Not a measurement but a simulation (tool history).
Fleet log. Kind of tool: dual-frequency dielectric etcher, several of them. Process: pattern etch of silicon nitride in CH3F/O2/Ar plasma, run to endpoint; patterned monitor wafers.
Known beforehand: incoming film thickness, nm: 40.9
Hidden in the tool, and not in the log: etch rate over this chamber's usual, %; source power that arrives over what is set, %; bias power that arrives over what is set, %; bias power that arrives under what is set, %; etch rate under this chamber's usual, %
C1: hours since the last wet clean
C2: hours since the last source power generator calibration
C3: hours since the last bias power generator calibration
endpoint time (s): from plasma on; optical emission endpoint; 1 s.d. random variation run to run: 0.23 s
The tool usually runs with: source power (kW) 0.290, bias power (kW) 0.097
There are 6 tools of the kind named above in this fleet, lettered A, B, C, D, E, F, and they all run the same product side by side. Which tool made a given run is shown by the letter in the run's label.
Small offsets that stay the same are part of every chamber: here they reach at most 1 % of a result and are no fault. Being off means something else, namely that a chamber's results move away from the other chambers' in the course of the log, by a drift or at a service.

run 1D hour=6.2 | source_power_(kW)=0.290 bias_power_(kW)=0.097 | C1=250.8 C2=2027.2 C3=471.1 | endpoint_time_(s)=60.351
run 2A hour=14.3 | source_power_(kW)=0.290 bias_power_(kW)=0.097 | C1=29.9 C2=829.8 C3=999.8 | endpoint_time_(s)=59.674
run 3F hour=23.0 | source_power_(kW)=0.290 bias_power_(kW)=0.097 | C1=309.9 C2=1426.9 C3=1216.9 | endpoint_time_(s)=60.399
run 4B hour=32.3 | source_power_(kW)=0.290 bias_power_(kW)=0.097 | C1=213.3 C2=189.6 C3=925.3 | endpoint_time_(s)=59.339
run 5C hour=40.6 | source_power_(kW)=0.310 bias_power_(kW)=0.097 | C1=249.8 C2=2510.7 C3=1211.9 | endpoint_time_(s)=58.510
run 6E hour=47.4 | source_power_(kW)=0.310 bias_power_(kW)=0.097 | C1=438.4 C2=1450.1 C3=1276.5 | endpoint_time_(s)=58.514
run 7C hour=54.8 | source_power_(kW)=0.310 bias_power_(kW)=0.097 | C1=264.0 C2=2524.9 C3=1226.1 | endpoint_time_(s)=58.609
run 8D hour=61.7 | source_power_(kW)=0.310 bias_power_(kW)=0.097 | C1=306.3 C2=2082.7 C3=526.6 | endpoint_time_(s)=58.913
run 9E hour=71.5 | source_power_(kW)=0.310 bias_power_(kW)=0.097 | C1=462.5 C2=1474.2 C3=1300.6 | endpoint_time_(s)=58.829
run 10F hour=82.7 | source_power_(kW)=0.310 bias_power_(kW)=0.097 | C1=369.6 C2=1486.6 C3=1276.6 | endpoint_time_(s)=59.093
run 11A hour=88.7 | source_power_(kW)=0.290 bias_power_(kW)=0.097 | C1=104.3 C2=904.2 C3=1074.2 | endpoint_time_(s)=59.503
run 12B hour=99.8 | source_power_(kW)=0.290 bias_power_(kW)=0.097 | C1=280.8 C2=257.1 C3=992.8 | endpoint_time_(s)=59.311
run 13B hour=108.5 | source_power_(kW)=0.290 bias_power_(kW)=0.097 | C1=289.5 C2=265.8 C3=1001.5 | endpoint_time_(s)=59.880
run 14A hour=116.9 | source_power_(kW)=0.290 bias_power_(kW)=0.097 | C1=132.5 C2=932.4 C3=1102.4 | endpoint_time_(s)=59.093
run 15D hour=125.5 | source_power_(kW)=0.290 bias_power_(kW)=0.097 | C1=370.1 C2=2146.5 C3=590.4 | endpoint_time_(s)=60.136
run 16F hour=131.5 | source_power_(kW)=0.290 bias_power_(kW)=0.097 | C1=418.4 C2=1535.4 C3=1325.4 | endpoint_time_(s)=59.804
-- hour=132.5 chamber D: wet clean of the chamber
run 17C hour=138.4 | source_power_(kW)=0.290 bias_power_(kW)=0.097 | C1=347.6 C2=2608.5 C3=1309.7 | endpoint_time_(s)=59.917
-- hour=148.5 chamber E: wet clean of the chamber
run 18E hour=148.8 | source_power_(kW)=0.290 bias_power_(kW)=0.097 | C1=0.3 C2=1551.5 C3=1377.9 | endpoint_time_(s)=62.688
run 19F hour=158.8 | source_power_(kW)=0.290 bias_power_(kW)=0.097 | C1=445.7 C2=1562.7 C3=1352.7 | endpoint_time_(s)=59.896
run 20E hour=168.3 | source_power_(kW)=0.290 bias_power_(kW)=0.097 | C1=19.8 C2=1571.0 C3=1397.4 | endpoint_time_(s)=62.235
run 21B hour=179.1 | source_power_(kW)=0.290 bias_power_(kW)=0.097 | C1=360.1 C2=336.4 C3=1072.1 | endpoint_time_(s)=59.608
run 22C hour=187.4 | source_power_(kW)=0.290 bias_power_(kW)=0.097 | C1=396.6 C2=2657.5 C3=1358.7 | endpoint_time_(s)=59.810
run 23A hour=197.0 | source_power_(kW)=0.290 bias_power_(kW)=0.097 | C1=212.6 C2=1012.5 C3=1182.5 | endpoint_time_(s)=59.575
run 24D hour=203.6 | source_power_(kW)=0.290 bias_power_(kW)=0.097 | C1=71.1 C2=2224.6 C3=668.5 | endpoint_time_(s)=60.358
run 25F hour=212.7 | source_power_(kW)=0.290 bias_power_(kW)=0.097 | C1=499.6 C2=1616.6 C3=1406.6 | endpoint_time_(s)=59.849
run 26A hour=221.8 | source_power_(kW)=0.290 bias_power_(kW)=0.097 | C1=237.4 C2=1037.3 C3=1207.3 | endpoint_time_(s)=59.222
run 27E hour=229.2 | source_power_(kW)=0.290 bias_power_(kW)=0.097 | C1=80.7 C2=1631.9 C3=1458.3 | endpoint_time_(s)=62.195
run 28C hour=239.9 | source_power_(kW)=0.290 bias_power_(kW)=0.097 | C1=449.1 C2=2710.0 C3=1411.2 | endpoint_time_(s)=59.759
run 29D hour=245.4 | source_power_(kW)=0.290 bias_power_(kW)=0.097 | C1=112.9 C2=2266.4 C3=710.3 | endpoint_time_(s)=60.322
run 30B hour=255.6 | source_power_(kW)=0.290 bias_power_(kW)=0.097 | C1=436.6 C2=412.9 C3=1148.6 | endpoint_time_(s)=59.657
run 31E hour=266.7 | source_power_(kW)=0.290 bias_power_(kW)=0.110 | C1=118.2 C2=1669.4 C3=1495.8 | endpoint_time_(s)=59.209
run 32A hour=274.2 | source_power_(kW)=0.290 bias_power_(kW)=0.110 | C1=289.8 C2=1089.7 C3=1259.7 | endpoint_time_(s)=56.548
-- hour=275.4 chamber B: wet clean of the chamber
run 33C hour=283.9 | source_power_(kW)=0.290 bias_power_(kW)=0.110 | C1=493.1 C2=2754.0 C3=1455.2 | endpoint_time_(s)=56.923
run 34F hour=296.2 | source_power_(kW)=0.290 bias_power_(kW)=0.110 | C1=583.1 C2=1700.1 C3=1490.1 | endpoint_time_(s)=57.377
run 35D hour=302.7 | source_power_(kW)=0.290 bias_power_(kW)=0.110 | C1=170.2 C2=2323.7 C3=767.6 | endpoint_time_(s)=57.321
run 36B hour=314.1 | source_power_(kW)=0.290 bias_power_(kW)=0.110 | C1=38.7 C2=471.4 C3=1207.1 | endpoint_time_(s)=56.850
run 37C hour=325.2 | source_power_(kW)=0.290 bias_power_(kW)=0.097 | C1=534.4 C2=2795.3 C3=1496.5 | endpoint_time_(s)=59.657
run 38D hour=337.4 | source_power_(kW)=0.320 bias_power_(kW)=0.076 | C1=204.9 C2=2358.4 C3=802.3 | endpoint_time_(s)=63.148
-- hour=339.1 chamber A: wet clean of the chamber
run 39E hour=347.4 | source_power_(kW)=0.320 bias_power_(kW)=0.076 | C1=198.9 C2=1750.1 C3=1576.5 | endpoint_time_(s)=65.197
-- hour=348.1 chamber F: wet clean of the chamber
run 40B hour=353.7 | source_power_(kW)=0.320 bias_power_(kW)=0.076 | C1=78.3 C2=511.0 C3=1246.7 | endpoint_time_(s)=62.613
run 41A hour=361.3 | source_power_(kW)=0.320 bias_power_(kW)=0.076 | C1=22.3 C2=1176.8 C3=1346.8 | endpoint_time_(s)=62.872
run 42F hour=370.4 | source_power_(kW)=0.320 bias_power_(kW)=0.076 | C1=22.3 C2=1774.3 C3=1564.3 | endpoint_time_(s)=63.629

Each of the 6 chambers runs these same settings next. Fill in every chamber's results:
run 43A hour=379.2 | source_power_(kW)=0.290 bias_power_(kW)=0.097 | endpoint_time_(s)=?
run 43B hour=379.2 | source_power_(kW)=0.290 bias_power_(kW)=0.097 | endpoint_time_(s)=?
run 43C hour=379.2 | source_power_(kW)=0.290 bias_power_(kW)=0.097 | endpoint_time_(s)=?
run 43D hour=379.2 | source_power_(kW)=0.290 bias_power_(kW)=0.097 | endpoint_time_(s)=?
run 43E hour=379.2 | source_power_(kW)=0.290 bias_power_(kW)=0.097 | endpoint_time_(s)=?
run 43F hour=379.2 | source_power_(kW)=0.290 bias_power_(kW)=0.097 | endpoint_time_(s)=?

run=43A endpoint_time_(s)=59.839
run=43B endpoint_time_(s)=59.475
run=43C endpoint_time_(s)=59.894
run=43D endpoint_time_(s)=59.929
run=43E endpoint_time_(s)=62.362
run=43F endpoint_time_(s)=60.075

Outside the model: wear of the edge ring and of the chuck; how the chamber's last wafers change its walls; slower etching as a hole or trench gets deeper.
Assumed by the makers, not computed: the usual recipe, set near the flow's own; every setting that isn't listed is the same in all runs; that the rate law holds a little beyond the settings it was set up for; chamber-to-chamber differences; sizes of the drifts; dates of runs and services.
